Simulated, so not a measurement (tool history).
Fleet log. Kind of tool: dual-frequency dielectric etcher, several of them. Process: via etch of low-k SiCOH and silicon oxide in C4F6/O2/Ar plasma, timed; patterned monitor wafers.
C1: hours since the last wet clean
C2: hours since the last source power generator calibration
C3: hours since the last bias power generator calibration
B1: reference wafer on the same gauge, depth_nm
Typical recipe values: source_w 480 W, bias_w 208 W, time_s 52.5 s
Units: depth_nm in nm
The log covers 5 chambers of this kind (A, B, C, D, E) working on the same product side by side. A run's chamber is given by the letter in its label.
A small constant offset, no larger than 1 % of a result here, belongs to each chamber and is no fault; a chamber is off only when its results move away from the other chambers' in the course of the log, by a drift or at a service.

{"run": "1B", "day": 0.488, "source_w": 480, "bias_w": 208, "time_s": 52.5, "C1": 256.4, "C2": 712.4, "C3": 2239.7, "B1": 138.96, "depth_nm": 155.04}
{"run": "2C", "day": 1.038, "source_w": 480, "bias_w": 208, "time_s": 52.5, "C1": 327.4, "C2": 2574.6, "C3": 2281.2, "B1": 139.01, "depth_nm": 153.09}
{"run": "3E", "day": 1.454, "source_w": 480, "bias_w": 208, "time_s": 52.5, "C1": 362.8, "C2": 1448.6, "C3": 2917.2, "B1": 138.78, "depth_nm": 153.05}
{"run": "4D", "day": 1.892, "source_w": 480, "bias_w": 208, "time_s": 52.5, "C1": 276.8, "C2": 1014.2, "C3": 1197.9, "B1": 138.9, "depth_nm": 154.29}
{"run": "5A", "day": 2.162, "source_w": 480, "bias_w": 208, "time_s": 52.5, "C1": 174.0, "C2": 2055.1, "C3": 3432.6, "B1": 139.13, "depth_nm": 153.77}
{"day": 2.429, "done": "chamber C: bias power generator calibrated"}
{"run": "6D", "day": 2.479, "source_w": 480, "bias_w": 208, "time_s": 52.5, "C1": 290.9, "C2": 1028.3, "C3": 1212.0, "B1": 138.89, "depth_nm": 153.81}
{"run": "7C", "day": 2.988, "source_w": 480, "bias_w": 208, "time_s": 52.5, "C1": 374.2, "C2": 2621.4, "C3": 13.5, "B1": 139.14, "depth_nm": 152.76}
{"run": "8A", "day": 3.512, "source_w": 480, "bias_w": 208, "time_s": 67.5, "C1": 206.4, "C2": 2087.5, "C3": 3465.0, "B1": 139.08, "depth_nm": 197.57}
{"run": "9B", "day": 4.054, "source_w": 480, "bias_w": 208, "time_s": 67.5, "C1": 342.0, "C2": 798.0, "C3": 2325.3, "B1": 139.0, "depth_nm": 200.49}
{"run": "10E", "day": 4.304, "source_w": 480, "bias_w": 208, "time_s": 67.5, "C1": 431.2, "C2": 1517.0, "C3": 2985.6, "B1": 138.9, "depth_nm": 195.91}
{"run": "11E", "day": 4.608, "source_w": 480, "bias_w": 208, "time_s": 67.5, "C1": 438.5, "C2": 1524.3, "C3": 2992.9, "B1": 139.01, "depth_nm": 196.64}
{"run": "12A", "day": 4.975, "source_w": 480, "bias_w": 208, "time_s": 67.5, "C1": 241.5, "C2": 2122.6, "C3": 3500.1, "B1": 138.93, "depth_nm": 199.13}
{"run": "13B", "day": 5.329, "source_w": 480, "bias_w": 208, "time_s": 52.5, "C1": 372.6, "C2": 828.6, "C3": 2355.9, "B1": 138.97, "depth_nm": 156.73}
{"day": 5.408, "done": "chamber C: source power generator calibrated"}
{"run": "14C", "day": 5.862, "source_w": 480, "bias_w": 208, "time_s": 52.5, "C1": 443.2, "C2": 11.0, "C3": 82.5, "B1": 139.09, "depth_nm": 155.0}
{"run": "15D", "day": 6.404, "source_w": 480, "bias_w": 208, "time_s": 52.5, "C1": 385.1, "C2": 1122.5, "C3": 1306.2, "B1": 139.04, "depth_nm": 154.84}
{"run": "16E", "day": 6.721, "source_w": 480, "bias_w": 208, "time_s": 52.5, "C1": 489.2, "C2": 1575.0, "C3": 3043.6, "B1": 138.87, "depth_nm": 152.75}
{"run": "17B", "day": 7.262, "source_w": 480, "bias_w": 208, "time_s": 52.5, "C1": 419.0, "C2": 875.0, "C3": 2402.3, "B1": 138.89, "depth_nm": 157.76}
{"run": "18C", "day": 7.742, "source_w": 480, "bias_w": 208, "time_s": 52.5, "C1": 488.3, "C2": 56.1, "C3": 127.6, "B1": 139.02, "depth_nm": 154.17}
{"run": "19D", "day": 8.008, "source_w": 480, "bias_w": 208, "time_s": 52.5, "C1": 423.6, "C2": 1161.0, "C3": 1344.7, "B1": 139.19, "depth_nm": 153.82}
{"day": 8.188, "done": "chamber C: wet clean of the chamber"}
{"run": "20A", "day": 8.512, "source_w": 480, "bias_w": 208, "time_s": 52.5, "C1": 326.4, "C2": 2207.5, "C3": 3585.0, "B1": 138.91, "depth_nm": 153.35}
{"run": "21A", "day": 9.05, "source_w": 480, "bias_w": 208, "time_s": 52.5, "C1": 339.3, "C2": 2220.4, "C3": 3597.9, "B1": 139.13, "depth_nm": 152.86}
{"day": 9.321, "done": "chamber D: wet clean of the chamber"}
{"run": "22C", "day": 9.579, "source_w": 480, "bias_w": 226, "time_s": 52.5, "C1": 33.5, "C2": 100.2, "C3": 171.7, "B1": 138.92, "depth_nm": 159.17}
{"run": "23D", "day": 9.996, "source_w": 480, "bias_w": 226, "time_s": 52.5, "C1": 16.3, "C2": 1208.7, "C3": 1392.4, "B1": 139.21, "depth_nm": 157.65}
{"run": "24E", "day": 10.45, "source_w": 480, "bias_w": 226, "time_s": 52.5, "C1": 578.7, "C2": 1664.5, "C3": 3133.1, "B1": 139.09, "depth_nm": 157.22}
{"run": "25B", "day": 10.871, "source_w": 480, "bias_w": 226, "time_s": 52.5, "C1": 505.6, "C2": 961.6, "C3": 2488.9, "B1": 139.1, "depth_nm": 164.14}
{"run": "26B", "day": 11.212, "source_w": 480, "bias_w": 226, "time_s": 52.5, "C1": 513.8, "C2": 969.8, "C3": 2497.1, "B1": 139.02, "depth_nm": 166.24}
{"run": "27D", "day": 11.479, "source_w": 480, "bias_w": 208, "time_s": 52.5, "C1": 51.9, "C2": 1244.3, "C3": 1428.0, "B1": 139.02, "depth_nm": 154.7}
{"run": "28C", "day": 11.892, "source_w": 480, "bias_w": 236, "time_s": 52.5, "C1": 89.0, "C2": 155.7, "C3": 227.2, "B1": 138.87, "depth_nm": 160.29}
{"run": "29A", "day": 12.296, "source_w": 480, "bias_w": 236, "time_s": 52.5, "C1": 417.2, "C2": 2298.3, "C3": 3675.8, "B1": 138.92, "depth_nm": 158.56}
{"day": 12.442, "done": "chamber E: wet clean of the chamber"}
{"run": "30E", "day": 12.575, "source_w": 480, "bias_w": 236, "time_s": 52.5, "C1": 3.2, "C2": 1715.5, "C3": 3184.1, "B1": 138.96, "depth_nm": 159.35}
{"run": "31E", "day": 13.054, "source_w": 480, "bias_w": 236, "time_s": 52.5, "C1": 14.7, "C2": 1727.0, "C3": 3195.6, "B1": 138.86, "depth_nm": 158.3}
{"run": "32D", "day": 13.512, "source_w": 480, "bias_w": 236, "time_s": 52.5, "C1": 100.7, "C2": 1293.1, "C3": 1476.8, "B1": 139.19, "depth_nm": 160.53}
{"run": "33C", "day": 13.95, "source_w": 480, "bias_w": 208, "time_s": 52.5, "C1": 138.4, "C2": 205.1, "C3": 276.6, "B1": 138.96, "depth_nm": 154.7}

Next, all 5 chambers run the settings below, one line each with question marks for the results. What does each chamber give?
{"run": "34A", "day": 14.354, "source_w": 480, "bias_w": 208, "time_s": 52.5, "depth_nm": "?"}
{"run": "34B", "day": 14.354, "source_w": 480, "bias_w": 208, "time_s": 52.5, "depth_nm": "?"}
{"run": "34C", "day": 14.354, "source_w": 480, "bias_w": 208, "time_s": 52.5, "depth_nm": "?"}
{"run": "34D", "day": 14.354, "source_w": 480, "bias_w": 208, "time_s": 52.5, "depth_nm": "?"}
{"run": "34E", "day": 14.354, "source_w": 480, "bias_w": 208, "time_s": 52.5, "depth_nm": "?"}

run=34A depth_nm=154.38
run=34B depth_nm=164.32
run=34C depth_nm=152.90
run=34D depth_nm=154.40
run=34E depth_nm=152.43

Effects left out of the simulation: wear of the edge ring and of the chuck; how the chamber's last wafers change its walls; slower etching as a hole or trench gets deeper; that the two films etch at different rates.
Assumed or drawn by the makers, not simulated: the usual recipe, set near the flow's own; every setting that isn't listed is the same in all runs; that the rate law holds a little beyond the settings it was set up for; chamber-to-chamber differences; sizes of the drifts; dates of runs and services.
